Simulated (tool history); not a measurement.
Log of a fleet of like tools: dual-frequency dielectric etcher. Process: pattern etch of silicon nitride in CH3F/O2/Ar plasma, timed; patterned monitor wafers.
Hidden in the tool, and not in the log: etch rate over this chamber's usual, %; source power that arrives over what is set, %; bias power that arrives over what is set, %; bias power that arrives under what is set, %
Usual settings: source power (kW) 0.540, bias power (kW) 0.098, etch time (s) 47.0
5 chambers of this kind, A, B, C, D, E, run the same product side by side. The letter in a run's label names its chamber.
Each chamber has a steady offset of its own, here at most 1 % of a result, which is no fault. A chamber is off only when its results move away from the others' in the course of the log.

| run | hour | source power (kW) | bias power (kW) | etch time (s) | hours since the last wet clean | hours since the last source power generator calibration | hours since the last bias power generator calibration | read-back reference wafer on the same gauge, depth_nm | mean etch depth across the wafer (angstrom) |
|---|---|---|---|---|---|---|---|---|---|
| 1C | 4.4 | 0.540 | 0.098 | 47.0 | 569.5 | 483.7 | 1360.4 | 45.978 | 410.96 |
| 2A | 9.5 | 0.540 | 0.098 | 47.0 | 406.9 | 432.0 | 484.3 | 45.925 | 413.71 |
| 3E | 12.9 | 0.540 | 0.098 | 47.0 | 189.4 | 984.4 | 1836.8 | 45.975 | 408.21 |
| 4D | 16.2 | 0.540 | 0.098 | 47.0 | 344.1 | 451.5 | 1158.1 | 46.037 | 409.99 |
| 5B | 20.0 | 0.540 | 0.098 | 47.0 | 340.2 | 2802.5 | 703.1 | 45.977 | 413.01 |
| 6A | 25.5 | 0.540 | 0.098 | 47.0 | 422.9 | 448.0 | 500.3 | 46.003 | 413.80 |
|  | 25.7 | chamber C: wet clean of the chamber |
| 7E | 28.9 | 0.540 | 0.098 | 47.0 | 205.4 | 1000.4 | 1852.8 | 45.947 | 410.06 |
| 8C | 34.3 | 0.540 | 0.098 | 47.0 | 8.7 | 513.6 | 1390.3 | 46.009 | 411.71 |
| 9B | 37.5 | 0.540 | 0.098 | 47.0 | 357.7 | 2820.0 | 720.6 | 46.033 | 413.08 |
| 10D | 40.9 | 0.540 | 0.098 | 47.0 | 368.8 | 476.2 | 1182.8 | 45.979 | 408.36 |
| 11C | 46.4 | 0.630 | 0.109 | 47.0 | 20.8 | 525.7 | 1402.4 | 45.972 | 450.31 |
| 12D | 50.1 | 0.630 | 0.109 | 47.0 | 378.0 | 485.4 | 1192.0 | 45.983 | 449.15 |
| 13A | 53.9 | 0.630 | 0.109 | 47.0 | 451.3 | 476.4 | 528.7 | 46.039 | 456.71 |
| 14E | 59.2 | 0.630 | 0.109 | 47.0 | 235.7 | 1030.7 | 1883.1 | 45.982 | 450.56 |
| 15B | 62.6 | 0.630 | 0.109 | 47.0 | 382.8 | 2845.1 | 745.7 | 45.958 | 451.54 |
| 16D | 67.4 | 0.540 | 0.098 | 47.0 | 395.3 | 502.7 | 1209.3 | 45.984 | 410.63 |
| 17C | 70.1 | 0.540 | 0.098 | 47.0 | 44.5 | 549.4 | 1426.1 | 46.010 | 410.73 |
| 18B | 73.9 | 0.540 | 0.098 | 47.0 | 394.1 | 2856.4 | 757.0 | 46.007 | 411.50 |
| 19E | 76.6 | 0.540 | 0.098 | 47.0 | 253.1 | 1048.1 | 1900.5 | 45.970 | 412.17 |
|  | 79.8 | chamber D: wet clean of the chamber |
| 20A | 81.7 | 0.540 | 0.098 | 47.0 | 479.1 | 504.2 | 556.5 | 46.012 | 415.52 |
| 21C | 86.9 | 0.540 | 0.098 | 47.0 | 61.3 | 566.2 | 1442.9 | 45.976 | 410.75 |
| 22A | 89.8 | 0.540 | 0.098 | 47.0 | 487.2 | 512.3 | 564.6 | 46.070 | 410.60 |
| 23E | 92.8 | 0.540 | 0.098 | 47.0 | 269.3 | 1064.3 | 1916.7 | 46.028 | 413.02 |
|  | 94.4 | chamber A: wet clean of the chamber |
| 24B | 98.0 | 0.540 | 0.098 | 47.0 | 418.2 | 2880.5 | 781.1 | 46.035 | 411.21 |
| 25D | 102.9 | 0.540 | 0.098 | 47.0 | 23.1 | 538.2 | 1244.8 | 46.044 | 410.51 |
| 26E | 107.9 | 0.540 | 0.098 | 47.0 | 284.4 | 1079.4 | 1931.8 | 46.004 | 411.76 |
| 27B | 111.1 | 0.540 | 0.081 | 57.5 | 431.3 | 2893.6 | 794.2 | 45.990 | 473.99 |
| 28A | 114.1 | 0.540 | 0.081 | 57.5 | 19.8 | 536.6 | 588.9 | 46.026 | 489.99 |
| 29D | 117.3 | 0.540 | 0.081 | 57.5 | 37.5 | 552.6 | 1259.2 | 45.947 | 468.40 |
| 30C | 121.0 | 0.540 | 0.081 | 57.5 | 95.4 | 600.3 | 1477.0 | 45.975 | 471.11 |
| 31B | 125.1 | 0.540 | 0.081 | 57.5 | 445.3 | 2907.6 | 808.2 | 46.007 | 470.89 |
| 32A | 128.0 | 0.540 | 0.098 | 56.0 | 33.7 | 550.5 | 602.8 | 46.043 | 512.28 |
| 33E | 130.5 | 0.540 | 0.098 | 56.0 | 307.0 | 1102.0 | 1954.4 | 46.041 | 491.77 |
|  | 132.5 | chamber B: source power generator calibrated |
| 34C | 134.8 | 0.540 | 0.098 | 56.0 | 109.2 | 614.1 | 1490.8 | 45.994 | 485.66 |
|  | 139.0 | chamber B: wet clean of the chamber |
| 35D | 139.1 | 0.540 | 0.098 | 56.0 | 59.3 | 574.4 | 1281.0 | 46.005 | 491.25 |
| 36C | 142.8 | 0.540 | 0.098 | 56.0 | 117.2 | 622.1 | 1498.8 | 46.045 | 489.40 |
| 37D | 148.0 | 0.540 | 0.098 | 47.0 | 68.2 | 583.3 | 1289.9 | 45.937 | 409.74 |
| 38E | 150.8 | 0.540 | 0.098 | 47.0 | 327.3 | 1122.3 | 1974.7 | 45.982 | 411.08 |
| 39B | 156.2 | 0.540 | 0.098 | 47.0 | 17.2 | 23.8 | 839.3 | 46.050 | 409.77 |
| 40A | 159.5 | 0.540 | 0.098 | 47.0 | 65.2 | 582.0 | 634.3 | 45.978 | 431.51 |

Is one chamber off against the others, does the gauge drift, or is nothing wrong? If a chamber is off, say which, and what the likeliest cause is.

A service left chamber A off against the others.
Cause: etch rate over this chamber's usual, % = 4.35.

Here are 4 candidates for chamber A's next run, each the usual settings with a change, their results left as question marks. Which one brings its results back in line with what the others give on the usual settings?
In line means no further than this from the other chambers' mean on the usual settings: mean etch depth across the wafer (angstrom) 6.10
| 41A-1 | 163.5 | 0.540 | 0.129 | 47.0 |  |  |  |  | ? |
| 41A-2 | 163.5 | 0.550 | 0.098 | 49.0 |  |  |  |  | ? |
| 41A-3 | 163.5 | 0.530 | 0.098 | 45.0 |  |  |  |  | ? |
| 41A-4 | 163.5 | 0.410 | 0.098 | 47.0 |  |  |  |  | ? |

The other chambers' mean on the usual settings: mean etch depth across the wafer (angstrom) 410.65
| run | mean etch depth across the wafer (angstrom) |
|---|---|
| 41A-1 | 477.94 |
| 41A-2 | 452.98 |
| 41A-3 | 410.19 |
| 41A-4 | 388.63 |
41A-3 brings the chamber back in line.

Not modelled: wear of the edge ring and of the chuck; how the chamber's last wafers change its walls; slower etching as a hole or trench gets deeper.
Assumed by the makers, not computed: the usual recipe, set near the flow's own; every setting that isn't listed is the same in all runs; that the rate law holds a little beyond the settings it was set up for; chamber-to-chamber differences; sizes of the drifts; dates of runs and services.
